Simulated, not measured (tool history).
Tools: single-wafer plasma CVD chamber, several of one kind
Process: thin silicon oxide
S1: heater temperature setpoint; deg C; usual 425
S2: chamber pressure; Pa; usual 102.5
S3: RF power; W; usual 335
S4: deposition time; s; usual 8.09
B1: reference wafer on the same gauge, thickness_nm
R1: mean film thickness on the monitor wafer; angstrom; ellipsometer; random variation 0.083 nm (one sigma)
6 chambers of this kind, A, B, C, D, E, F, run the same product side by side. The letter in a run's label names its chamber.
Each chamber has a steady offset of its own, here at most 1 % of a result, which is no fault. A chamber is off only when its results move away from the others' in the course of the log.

run	hour	S1	S2	S3	S4	B1	R1
1A	10.2	425	102.5	335	8.09	12.79	148.2
2C	18.6	425	102.5	335	8.09	12.808	147.36
3D	30.5	425	102.5	335	8.09	12.79	147.3
# hour 31.1: chamber A: capacitance manometer re-zeroed and calibrated
4F	36.6	425	102.5	335	8.09	12.807	146.76
5E	49.4	425	102.5	335	8.09	12.804	147.31
6B	56.2	425	102.5	335	8.09	12.812	147.28
7A	66.6	431	102.5	335	8.09	12.798	147.62
8E	78.7	431	102.5	335	8.09	12.8	144.93
9C	85.5	431	102.5	335	8.09	12.789	149.87
10D	97.7	431	102.5	335	8.09	12.803	146.68
11B	108.4	431	102.5	335	8.09	12.809	147
12F	119	431	102.5	335	8.09	12.779	144.42
13A	129.8	425	102.5	335	8.09	12.8	147.84
14B	139.9	425	102.5	335	8.09	12.795	147.6
# hour 141.9: chamber D: RF generator calibrated
15F	152.8	425	102.5	335	8.09	12.801	145.89
16E	158.7	425	102.5	375	8.09	12.813	153.76
17D	166.8	425	102.5	375	8.09	12.798	152.25
# hour 169.9: chamber B: capacitance manometer re-zeroed and calibrated
# hour 171.6: chamber E: RF generator calibrated
18C	172.5	425	102.5	375	8.09	12.784	156.02
19F	185.3	425	102.5	375	8.09	12.773	152.23
20B	198.4	425	102.5	375	8.09	12.812	153.86
21A	207.3	425	102.5	375	8.09	12.789	153.65
22C	213.9	425	102.5	385	9.26	12.817	179.6
23D	224.9	425	102.5	385	9.26	12.821	177.83
24E	236	425	102.5	385	9.26	12.811	176
25B	242.7	425	102.5	385	9.26	12.803	177.64
26E	248.9	425	102.5	385	9.26	12.805	176.43
27A	260.3	425	102.5	385	9.26	12.801	178.73
28D	270.9	425	102.5	335	8.09	12.812	145.76
29F	282.9	425	102.5	335	8.09	12.802	144.81
# hour 283: chamber C: thermocouple changed; heater temperature recalibrated
30C	294.4	425	102.5	335	8.09	12.79	150.02
31F	306.2	425	102.5	335	8.09	12.796	145.83
32B	318.7	425	102.5	335	8.09	12.778	146.35
33C	329.7	425	102.5	335	8.09	12.812	149.19
34D	342.4	425	86.3	335	7.55	12.789	115.57
35A	352.6	425	86.3	335	7.55	12.793	115.12
36E	363.8	425	86.3	335	7.55	12.797	113.01
37E	374.9	425	86.3	335	7.55	12.799	114.14
38F	384.7	425	86.3	335	7.55	12.81	113.38

Next, every chamber runs the same settings. What will each give?
39A	394.2	425	102.5	275	8.09		?
39B	394.2	425	102.5	275	8.09		?
39C	394.2	425	102.5	275	8.09		?
39D	394.2	425	102.5	275	8.09		?
39E	394.2	425	102.5	275	8.09		?
39F	394.2	425	102.5	275	8.09		?

run	R1
39A	135.59
39B	135.87
39C	137.43
39D	136.19
39E	136.35
39F	134.34
